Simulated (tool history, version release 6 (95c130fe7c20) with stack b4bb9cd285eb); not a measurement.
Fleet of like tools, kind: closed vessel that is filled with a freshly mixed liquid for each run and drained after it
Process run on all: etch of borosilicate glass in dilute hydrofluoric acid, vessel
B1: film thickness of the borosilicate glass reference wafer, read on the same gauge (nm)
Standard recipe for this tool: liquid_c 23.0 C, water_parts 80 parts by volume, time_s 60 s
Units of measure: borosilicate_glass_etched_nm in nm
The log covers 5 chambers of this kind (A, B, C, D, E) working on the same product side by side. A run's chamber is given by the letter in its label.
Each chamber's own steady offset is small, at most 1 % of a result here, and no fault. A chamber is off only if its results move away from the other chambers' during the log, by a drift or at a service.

run 1E day=0.408 | liquid_c=23.0 water_parts=80 time_s=60 | B1=90.009 | borosilicate_glass_etched_nm=21.817
run 2A day=0.846 | liquid_c=23.0 water_parts=80 time_s=60 | B1=90.028 | borosilicate_glass_etched_nm=21.612
run 3D day=1.233 | liquid_c=23.0 water_parts=80 time_s=60 | B1=89.982 | borosilicate_glass_etched_nm=21.475
run 4B day=1.633 | liquid_c=23.0 water_parts=80 time_s=60 | B1=89.938 | borosilicate_glass_etched_nm=21.460
run 5C day=1.929 | liquid_c=23.0 water_parts=80 time_s=60 | B1=90.020 | borosilicate_glass_etched_nm=21.865
run 6D day=2.296 | liquid_c=23.0 water_parts=80 time_s=60 | B1=90.027 | borosilicate_glass_etched_nm=21.338
run 7A day=2.804 | liquid_c=23.0 water_parts=80 time_s=60 | B1=90.008 | borosilicate_glass_etched_nm=21.608
run 8E day=3.183 | liquid_c=23.0 water_parts=80 time_s=60 | B1=90.011 | borosilicate_glass_etched_nm=21.735
run 9B day=3.771 | liquid_c=23.0 water_parts=40 time_s=50 | B1=90.008 | borosilicate_glass_etched_nm=38.277
run 10C day=4.121 | liquid_c=23.0 water_parts=40 time_s=50 | B1=90.015 | borosilicate_glass_etched_nm=37.500
run 11E day=4.725 | liquid_c=23.0 water_parts=40 time_s=50 | B1=89.948 | borosilicate_glass_etched_nm=38.123
run 12C day=5.067 | liquid_c=23.0 water_parts=40 time_s=50 | B1=90.004 | borosilicate_glass_etched_nm=37.665
run 13A day=5.471 | liquid_c=23.0 water_parts=40 time_s=50 | B1=90.016 | borosilicate_glass_etched_nm=38.078
-- day=5.525 chamber D: hydrofluoric acid flow meter replaced
run 14B day=5.862 | liquid_c=23.0 water_parts=80 time_s=60 | B1=89.979 | borosilicate_glass_etched_nm=21.368
run 15D day=6.400 | liquid_c=23.0 water_parts=80 time_s=60 | B1=90.005 | borosilicate_glass_etched_nm=21.375
run 16B day=6.729 | liquid_c=23.0 water_parts=80 time_s=60 | B1=90.026 | borosilicate_glass_etched_nm=21.097
run 17A day=7.129 | liquid_c=23.0 water_parts=80 time_s=60 | B1=90.010 | borosilicate_glass_etched_nm=21.702
run 18C day=7.617 | liquid_c=23.0 water_parts=80 time_s=60 | B1=89.999 | borosilicate_glass_etched_nm=21.753
run 19D day=7.917 | liquid_c=23.0 water_parts=80 time_s=60 | B1=90.001 | borosilicate_glass_etched_nm=21.435
run 20E day=8.467 | liquid_c=23.0 water_parts=80 time_s=60 | B1=90.007 | borosilicate_glass_etched_nm=21.774
-- day=8.700 chamber D: thermometer replaced
run 21D day=8.867 | liquid_c=23.0 water_parts=80 time_s=60 | B1=90.014 | borosilicate_glass_etched_nm=21.590
run 22E day=9.333 | liquid_c=23.0 water_parts=80 time_s=60 | B1=89.987 | borosilicate_glass_etched_nm=21.627
run 23C day=9.883 | liquid_c=23.0 water_parts=80 time_s=60 | B1=90.006 | borosilicate_glass_etched_nm=21.776
run 24B day=10.204 | liquid_c=23.0 water_parts=80 time_s=60 | B1=90.036 | borosilicate_glass_etched_nm=21.325
run 25A day=10.721 | liquid_c=23.0 water_parts=80 time_s=60 | B1=90.016 | borosilicate_glass_etched_nm=21.595
run 26D day=10.983 | liquid_c=23.0 water_parts=80 time_s=60 | B1=89.972 | borosilicate_glass_etched_nm=21.465
run 27C day=11.279 | liquid_c=23.0 water_parts=80 time_s=60 | B1=90.011 | borosilicate_glass_etched_nm=21.382
run 28E day=11.696 | liquid_c=18.5 water_parts=80 time_s=80 | B1=89.981 | borosilicate_glass_etched_nm=23.773
run 29B day=12.004 | liquid_c=18.5 water_parts=80 time_s=80 | B1=90.018 | borosilicate_glass_etched_nm=23.287
run 30A day=12.312 | liquid_c=18.5 water_parts=80 time_s=80 | B1=90.014 | borosilicate_glass_etched_nm=24.227
run 31E day=12.708 | liquid_c=18.5 water_parts=80 time_s=80 | B1=90.018 | borosilicate_glass_etched_nm=23.835
run 32A day=13.238 | liquid_c=18.5 water_parts=80 time_s=80 | B1=90.020 | borosilicate_glass_etched_nm=24.294
run 33C day=13.671 | liquid_c=23.0 water_parts=80 time_s=60 | B1=90.012 | borosilicate_glass_etched_nm=21.447
run 34B day=14.246 | liquid_c=23.0 water_parts=80 time_s=60 | B1=90.019 | borosilicate_glass_etched_nm=20.826
run 35D day=14.662 | liquid_c=21.5 water_parts=95 time_s=60 | B1=89.980 | borosilicate_glass_etched_nm=16.798
run 36D day=15.004 | liquid_c=21.5 water_parts=95 time_s=60 | B1=89.969 | borosilicate_glass_etched_nm=16.751

Decide between three cases: one chamber stands off from its peers, the gauge reading all wafers drifts, or nothing is wrong past each chamber's small offset. Where a chamber is off, say which and what most likely put it there.

It is chamber B that slowly wanders off from its peers.
Most likely cause: liquid colder than its thermometer reads (K) = 0.833.
The log might look much the same if the cause were instead: hydrofluoric acid flow below the setpoint (%).

Below are 4 candidate recipes for chamber B's next run, each the usual settings with a change, their results shown as question marks. Which of them brings B's results back in line with what the other chambers give on the usual settings?
Maximum distance from the other chambers' mean on the usual settings for a result to count as in line: borosilicate_glass_etched_nm 0.480 nm
run 37B-1 day=15.442 | liquid_c=22.5 water_parts=85 time_s=60 | borosilicate_glass_etched_nm=?
run 37B-2 day=15.442 | liquid_c=23.0 water_parts=75 time_s=60 | borosilicate_glass_etched_nm=?
run 37B-3 day=15.442 | liquid_c=22.0 water_parts=80 time_s=60 | borosilicate_glass_etched_nm=?
run 37B-4 day=15.442 | liquid_c=24.0 water_parts=80 time_s=60 | borosilicate_glass_etched_nm=?

What the other chambers average on the usual settings: borosilicate_glass_etched_nm 21.635 nm
run=37B-1 borosilicate_glass_etched_nm=19.049
run=37B-2 borosilicate_glass_etched_nm=22.352
run=37B-3 borosilicate_glass_etched_nm=19.975
run=37B-4 borosilicate_glass_etched_nm=21.649
It is 37B-4 that realigns the chamber with its peers.
